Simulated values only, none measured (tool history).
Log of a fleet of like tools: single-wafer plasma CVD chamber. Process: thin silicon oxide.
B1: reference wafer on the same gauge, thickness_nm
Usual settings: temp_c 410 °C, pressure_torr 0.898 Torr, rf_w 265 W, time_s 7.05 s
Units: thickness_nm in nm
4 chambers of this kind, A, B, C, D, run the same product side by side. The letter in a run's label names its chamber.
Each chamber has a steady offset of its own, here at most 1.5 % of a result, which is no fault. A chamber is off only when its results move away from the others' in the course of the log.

{"run": "1D", "hour": 6.4, "temp_c": 410, "pressure_torr": 0.898, "rf_w": 265, "time_s": 7.05, "B1": 11.206, "thickness_nm": 13.368}
{"run": "2A", "hour": 10.3, "temp_c": 410, "pressure_torr": 0.898, "rf_w": 265, "time_s": 7.05, "B1": 11.206, "thickness_nm": 13.705}
{"run": "3B", "hour": 13.7, "temp_c": 410, "pressure_torr": 0.898, "rf_w": 265, "time_s": 7.05, "B1": 11.19, "thickness_nm": 13.22}
{"run": "4C", "hour": 17.1, "temp_c": 410, "pressure_torr": 0.898, "rf_w": 265, "time_s": 7.05, "B1": 11.2, "thickness_nm": 13.512}
{"run": "5A", "hour": 23.5, "temp_c": 410, "pressure_torr": 0.898, "rf_w": 265, "time_s": 7.05, "B1": 11.206, "thickness_nm": 13.582}
{"run": "6D", "hour": 29.1, "temp_c": 410, "pressure_torr": 0.898, "rf_w": 265, "time_s": 7.05, "B1": 11.209, "thickness_nm": 13.35}
{"run": "7C", "hour": 33.3, "temp_c": 410, "pressure_torr": 0.898, "rf_w": 265, "time_s": 7.05, "B1": 11.193, "thickness_nm": 13.631}
{"run": "8B", "hour": 37.8, "temp_c": 410, "pressure_torr": 0.898, "rf_w": 265, "time_s": 7.05, "B1": 11.196, "thickness_nm": 13.354}
{"run": "9B", "hour": 42.7, "temp_c": 410, "pressure_torr": 0.898, "rf_w": 265, "time_s": 7.05, "B1": 11.216, "thickness_nm": 13.326}
{"run": "10C", "hour": 49.1, "temp_c": 410, "pressure_torr": 0.898, "rf_w": 265, "time_s": 7.05, "B1": 11.183, "thickness_nm": 13.593}
{"run": "11D", "hour": 53.6, "temp_c": 410, "pressure_torr": 0.898, "rf_w": 265, "time_s": 7.05, "B1": 11.21, "thickness_nm": 13.4}
{"run": "12A", "hour": 57.5, "temp_c": 410, "pressure_torr": 0.898, "rf_w": 265, "time_s": 7.05, "B1": 11.193, "thickness_nm": 13.494}
{"run": "13B", "hour": 64.0, "temp_c": 410, "pressure_torr": 0.898, "rf_w": 265, "time_s": 7.05, "B1": 11.207, "thickness_nm": 13.318}
{"run": "14D", "hour": 68.7, "temp_c": 410, "pressure_torr": 0.898, "rf_w": 265, "time_s": 7.05, "B1": 11.211, "thickness_nm": 13.441}
{"run": "15A", "hour": 74.7, "temp_c": 410, "pressure_torr": 0.898, "rf_w": 265, "time_s": 7.05, "B1": 11.204, "thickness_nm": 13.715}
{"run": "16C", "hour": 80.0, "temp_c": 410, "pressure_torr": 0.898, "rf_w": 265, "time_s": 7.05, "B1": 11.198, "thickness_nm": 13.608}
{"run": "17C", "hour": 84.1, "temp_c": 410, "pressure_torr": 0.898, "rf_w": 265, "time_s": 7.05, "B1": 11.209, "thickness_nm": 13.571}
{"hour": 85.9, "done": "chamber B: capacitance manometer re-zeroed and calibrated"}
{"run": "18D", "hour": 87.7, "temp_c": 410, "pressure_torr": 0.898, "rf_w": 265, "time_s": 7.05, "B1": 11.196, "thickness_nm": 13.35}
{"run": "19A", "hour": 92.3, "temp_c": 410, "pressure_torr": 0.898, "rf_w": 265, "time_s": 7.05, "B1": 11.204, "thickness_nm": 13.471}
{"run": "20B", "hour": 98.6, "temp_c": 410, "pressure_torr": 0.898, "rf_w": 265, "time_s": 7.05, "B1": 11.216, "thickness_nm": 12.631}
{"run": "21C", "hour": 105.6, "temp_c": 410, "pressure_torr": 0.898, "rf_w": 265, "time_s": 7.05, "B1": 11.196, "thickness_nm": 13.574}
{"run": "22B", "hour": 108.7, "temp_c": 410, "pressure_torr": 0.898, "rf_w": 265, "time_s": 7.05, "B1": 11.199, "thickness_nm": 12.751}
{"run": "23D", "hour": 115.6, "temp_c": 410, "pressure_torr": 0.898, "rf_w": 265, "time_s": 7.05, "B1": 11.21, "thickness_nm": 13.436}
{"run": "24A", "hour": 120.4, "temp_c": 410, "pressure_torr": 0.898, "rf_w": 265, "time_s": 7.05, "B1": 11.199, "thickness_nm": 13.592}
{"hour": 126.6, "done": "chamber A: RF generator calibrated"}
{"run": "25A", "hour": 126.6, "temp_c": 410, "pressure_torr": 0.898, "rf_w": 265, "time_s": 7.05, "B1": 11.206, "thickness_nm": 13.682}
{"run": "26B", "hour": 131.5, "temp_c": 410, "pressure_torr": 0.898, "rf_w": 265, "time_s": 7.05, "B1": 11.211, "thickness_nm": 12.707}
{"run": "27D", "hour": 137.6, "temp_c": 410, "pressure_torr": 0.813, "rf_w": 265, "time_s": 7.05, "B1": 11.185, "thickness_nm": 12.391}
{"hour": 138.6, "done": "chamber B: thermocouple changed; heater temperature recalibrated"}
{"run": "28C", "hour": 143.2, "temp_c": 410, "pressure_torr": 0.813, "rf_w": 265, "time_s": 7.05, "B1": 11.19, "thickness_nm": 12.352}
{"run": "29C", "hour": 149.6, "temp_c": 410, "pressure_torr": 0.813, "rf_w": 265, "time_s": 7.05, "B1": 11.202, "thickness_nm": 12.402}
{"hour": 153.7, "done": "chamber B: RF generator calibrated"}
{"run": "30A", "hour": 156.5, "temp_c": 410, "pressure_torr": 0.813, "rf_w": 265, "time_s": 7.05, "B1": 11.194, "thickness_nm": 12.408}
{"run": "31B", "hour": 160.0, "temp_c": 410, "pressure_torr": 0.898, "rf_w": 265, "time_s": 7.05, "B1": 11.202, "thickness_nm": 12.727}
{"run": "32D", "hour": 163.4, "temp_c": 410, "pressure_torr": 0.898, "rf_w": 265, "time_s": 7.05, "B1": 11.206, "thickness_nm": 13.442}
{"run": "33C", "hour": 166.9, "temp_c": 401, "pressure_torr": 0.898, "rf_w": 265, "time_s": 7.05, "B1": 11.206, "thickness_nm": 13.546}
{"run": "34A", "hour": 172.0, "temp_c": 401, "pressure_torr": 0.898, "rf_w": 265, "time_s": 7.05, "B1": 11.213, "thickness_nm": 13.674}
{"run": "35D", "hour": 177.4, "temp_c": 401, "pressure_torr": 0.898, "rf_w": 265, "time_s": 7.05, "B1": 11.204, "thickness_nm": 13.522}
{"run": "36B", "hour": 181.2, "temp_c": 401, "pressure_torr": 0.898, "rf_w": 265, "time_s": 7.05, "B1": 11.185, "thickness_nm": 12.775}
{"run": "37A", "hour": 184.8, "temp_c": 410, "pressure_torr": 0.898, "rf_w": 265, "time_s": 7.05, "B1": 11.204, "thickness_nm": 13.561}
{"hour": 187.5, "done": "chamber D: capacitance manometer re-zeroed and calibrated"}
{"run": "38C", "hour": 189.8, "temp_c": 410, "pressure_torr": 0.898, "rf_w": 265, "time_s": 7.05, "B1": 11.193, "thickness_nm": 13.525}
{"run": "39D", "hour": 194.8, "temp_c": 410, "pressure_torr": 0.898, "rf_w": 265, "time_s": 7.05, "B1": 11.202, "thickness_nm": 13.394}
{"run": "40B", "hour": 201.5, "temp_c": 410, "pressure_torr": 0.898, "rf_w": 265, "time_s": 7.05, "B1": 11.205, "thickness_nm": 12.636}
{"run": "41C", "hour": 207.5, "temp_c": 410, "pressure_torr": 0.731, "rf_w": 285, "time_s": 7.05, "B1": 11.202, "thickness_nm": 11.525}

What goes on in this fleet: one chamber off, a drifting gauge, or nothing beyond the chambers' own small offsets? Name the chamber and the cause, if any.

A service left chamber B off against the others.
Cause: true pressure below the setpoint (%) = 5.38.

Here are 4 candidates for chamber B's next run, each the usual settings with a change, their results left as question marks. Which one brings its results back in line with what the others give on the usual settings?
In line means no further than this from the other chambers' mean on the usual settings: thickness_nm 0.21 nm
{"run": "42B-1", "hour": 212.6, "temp_c": 411, "pressure_torr": 0.898, "rf_w": 230, "time_s": 7.05, "thickness_nm": "?"}
{"run": "42B-2", "hour": 212.6, "temp_c": 410, "pressure_torr": 0.84, "rf_w": 265, "time_s": 6.72, "thickness_nm": "?"}
{"run": "42B-3", "hour": 212.6, "temp_c": 410, "pressure_torr": 0.952, "rf_w": 270, "time_s": 7.35, "thickness_nm": "?"}
{"run": "42B-4", "hour": 212.6, "temp_c": 410, "pressure_torr": 0.898, "rf_w": 265, "time_s": 7.48, "thickness_nm": "?"}

The other chambers' mean on the usual settings: thickness_nm 13.52 nm
run=42B-1 thickness_nm=11.914
run=42B-2 thickness_nm=11.391
run=42B-3 thickness_nm=14.035
run=42B-4 thickness_nm=13.477
42B-4 brings the chamber back in line.

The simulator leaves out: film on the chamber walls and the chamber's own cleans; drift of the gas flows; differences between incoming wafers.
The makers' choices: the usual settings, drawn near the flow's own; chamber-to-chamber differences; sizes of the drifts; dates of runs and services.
